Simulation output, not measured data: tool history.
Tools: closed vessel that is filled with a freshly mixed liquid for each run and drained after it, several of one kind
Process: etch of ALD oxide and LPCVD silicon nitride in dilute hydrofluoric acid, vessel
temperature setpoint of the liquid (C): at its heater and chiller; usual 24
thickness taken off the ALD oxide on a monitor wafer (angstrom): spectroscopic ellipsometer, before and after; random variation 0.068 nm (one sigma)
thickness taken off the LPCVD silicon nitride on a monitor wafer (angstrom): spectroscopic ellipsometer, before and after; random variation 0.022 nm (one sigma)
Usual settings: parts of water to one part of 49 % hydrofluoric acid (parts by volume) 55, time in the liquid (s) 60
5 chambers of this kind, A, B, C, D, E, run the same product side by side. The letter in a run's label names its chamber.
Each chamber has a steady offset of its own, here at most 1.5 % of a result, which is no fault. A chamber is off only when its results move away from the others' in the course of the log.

run    day  temperature setpoint of the liquid (C)  parts of water to one part of 49 % hydrofluoric acid (parts by volume)  time in the liquid (s)  hours since the thermometer was replaced  hours since the hydrofluoric acid flow meter was replaced  read-back film thickness of the ALD oxide reference wafer, read on the same gauge (nm)  read-back film thickness of the LPCVD silicon nitride reference wafer, read on the same gauge (nm)  thickness taken off the ALD oxide on a monitor wafer (angstrom)  thickness taken off the LPCVD silicon nitride on a monitor wafer (angstrom)
 1E  0.225                                      24                                                                      55                      60                                      50.8                                                      187.2                                                                                  40.013                                                                                              60.016                                                           130.87                                                                       4.9933
 2B  0.442                                      24                                                                      55                      60                                      81.6                                                      583.6                                                                                  39.986                                                                                               60.01                                                           128.27                                                                       5.3483
 3D  0.604                                      24                                                                      55                      60                                     439.4                                                      803.2                                                                                  39.985                                                                                              60.007                                                           130.68                                                                        5.398
 4A  0.758                                      24                                                                      55                      60                                    1504.6                                                        683                                                                                   40.01                                                                                              60.013                                                           132.25                                                                       5.4213
 5C  1.017                                      24                                                                      55                      60                                    2185.3                                                      105.2                                                                                  39.955                                                                                              60.005                                                           131.01                                                                       4.9633
 6B  1.312                                      24                                                                      55                      60                                     102.5                                                      604.5                                                                                  39.951                                                                                              59.987                                                           129.72                                                                       5.0574
 7D  1.479                                      24                                                                      55                      60                                     460.4                                                      824.2                                                                                   40.01                                                                                              60.015                                                           131.18                                                                       5.0595
 8E   1.65                                      24                                                                      55                      60                                        85                                                      221.4                                                                                   40.01                                                                                              60.014                                                           131.05                                                                       5.3577
 9C  1.912                                      24                                                                      40                      30                                    2206.8                                                      126.7                                                                                  39.976                                                                                              60.014                                                           91.922                                                                       3.5712
10A  2.175                                      24                                                                      40                      30                                    1538.6                                                        717                                                                                  40.026                                                                                              60.002                                                           91.597                                                                       3.5411
11C  2.362                                      24                                                                      40                      30                                    2217.6                                                      137.5                                                                                  40.013                                                                                              60.011                                                           91.294                                                                       3.6842
12B  2.621                                      24                                                                      40                      30                                     133.9                                                      635.9                                                                                  39.989                                                                                              59.993                                                           90.751                                                                       3.5601
13E  2.796                                      24                                                                      40                      30                                     112.5                                                      248.9                                                                                  39.984                                                                                              60.005                                                           90.082                                                                       3.7795
14D  3.079                                    21.5                                                                      70                      60                                     498.8                                                      862.6                                                                                  40.028                                                                                              59.977                                                           91.307                                                                       3.5043
15A  3.271                                    21.5                                                                      70                      60                                    1564.9                                                      743.3                                                                                  39.986                                                                                              60.008                                                           91.551                                                                       3.6717
16A  3.483                                    21.5                                                                      70                      60                                      1570                                                      748.4                                                                                  39.991                                                                                              59.995                                                           91.974                                                                       3.3521
     3.604  -- chamber A: thermometer replaced
17E  3.721                                    21.5                                                                      70                      60                                     134.7                                                      271.1                                                                                  40.032                                                                                               60.01                                                           90.794                                                                       3.4174
18B  3.933                                    21.5                                                                      70                      60                                     165.4                                                      667.4                                                                                  39.982                                                                                              59.978                                                           90.293                                                                       3.4754
19D  4.125                                      24                                                                      55                      60                                     523.9                                                      887.7                                                                                  40.024                                                                                              60.003                                                            131.2                                                                       5.0907
20C  4.292                                      24                                                                      55                      60                                    2263.9                                                      183.8                                                                                  40.001                                                                                              60.004                                                           131.29                                                                       5.4309
21E  4.583                                      24                                                                      55                      60                                     155.4                                                      291.8                                                                                  40.008                                                                                              59.987                                                           130.94                                                                       5.2766
22A  4.783                                      24                                                                      80                      30                                      28.4                                                      779.6                                                                                  39.993                                                                                              59.995                                                           43.936                                                                       1.9501
23C  5.083                                      24                                                                      80                      30                                    2282.9                                                      202.8                                                                                  40.014                                                                                              60.007                                                           43.738                                                                       1.6839
24B  5.354                                      24                                                                      80                      30                                     199.5                                                      701.5                                                                                  39.974                                                                                              59.996                                                           42.995                                                                       1.7763
25D    5.6                                      24                                                                      80                      30                                     559.3                                                      923.1                                                                                  40.007                                                                                              60.001                                                           43.696                                                                       1.8196
26A  5.808                                      24                                                                      80                      30                                        53                                                      804.2                                                                                  40.001                                                                                              59.998                                                           43.652                                                                        1.844
27C  5.996                                      24                                                                      55                      60                                    2304.8                                                      224.7                                                                                  39.974                                                                                              59.988                                                           129.47                                                                       5.0647
28B  6.279                                      24                                                                      55                      60                                     221.7                                                      723.7                                                                                   40.01                                                                                              59.989                                                           129.06                                                                       5.2021
29E  6.517                                      24                                                                      55                      60                                     201.8                                                      338.2                                                                                  39.978                                                                                              60.012                                                           129.97                                                                       5.3601
     6.546  -- chamber D: hydrofluoric acid flow meter replaced
30D  6.667                                      24                                                                      55                      60                                     584.9                                                        2.9                                                                                  39.966                                                                                              59.984                                                           131.86                                                                       4.6975
31E    6.9                                      24                                                                      55                      60                                       211                                                      347.4                                                                                  39.968                                                                                              59.988                                                           131.52                                                                       5.2467
32A  7.125                                      24                                                                      55                      60                                      84.6                                                      835.8                                                                                  40.028                                                                                              60.006                                                           132.87                                                                       5.2054
33C  7.417                                      24                                                                      55                      60                                    2338.9                                                      258.8                                                                                  40.016                                                                                              59.999                                                           129.71                                                                       4.8295
34B  7.554                                      24                                                                      55                      60                                     252.3                                                      754.3                                                                                  39.959                                                                                              60.008                                                           128.91                                                                       5.3336
35D  7.696                                      24                                                                      55                      60                                     609.6                                                       27.6                                                                                   39.99                                                                                              59.992                                                           130.98                                                                       4.7641
36E  7.904                                      24                                                                      55                      60                                     235.1                                                      371.5                                                                                  39.981                                                                                                  60                                                            130.5                                                                       5.4052
37C    8.1                                      24                                                                      55                      60                                    2355.3                                                      275.2                                                                                  39.989                                                                                              60.013                                                           131.21                                                                       5.0847

Is one chamber off against the others, does the gauge drift, or is nothing wrong? If a chamber is off, say which, and what the likeliest cause is.

No chamber stands off beyond its own small offset, and the gauge holds steady.

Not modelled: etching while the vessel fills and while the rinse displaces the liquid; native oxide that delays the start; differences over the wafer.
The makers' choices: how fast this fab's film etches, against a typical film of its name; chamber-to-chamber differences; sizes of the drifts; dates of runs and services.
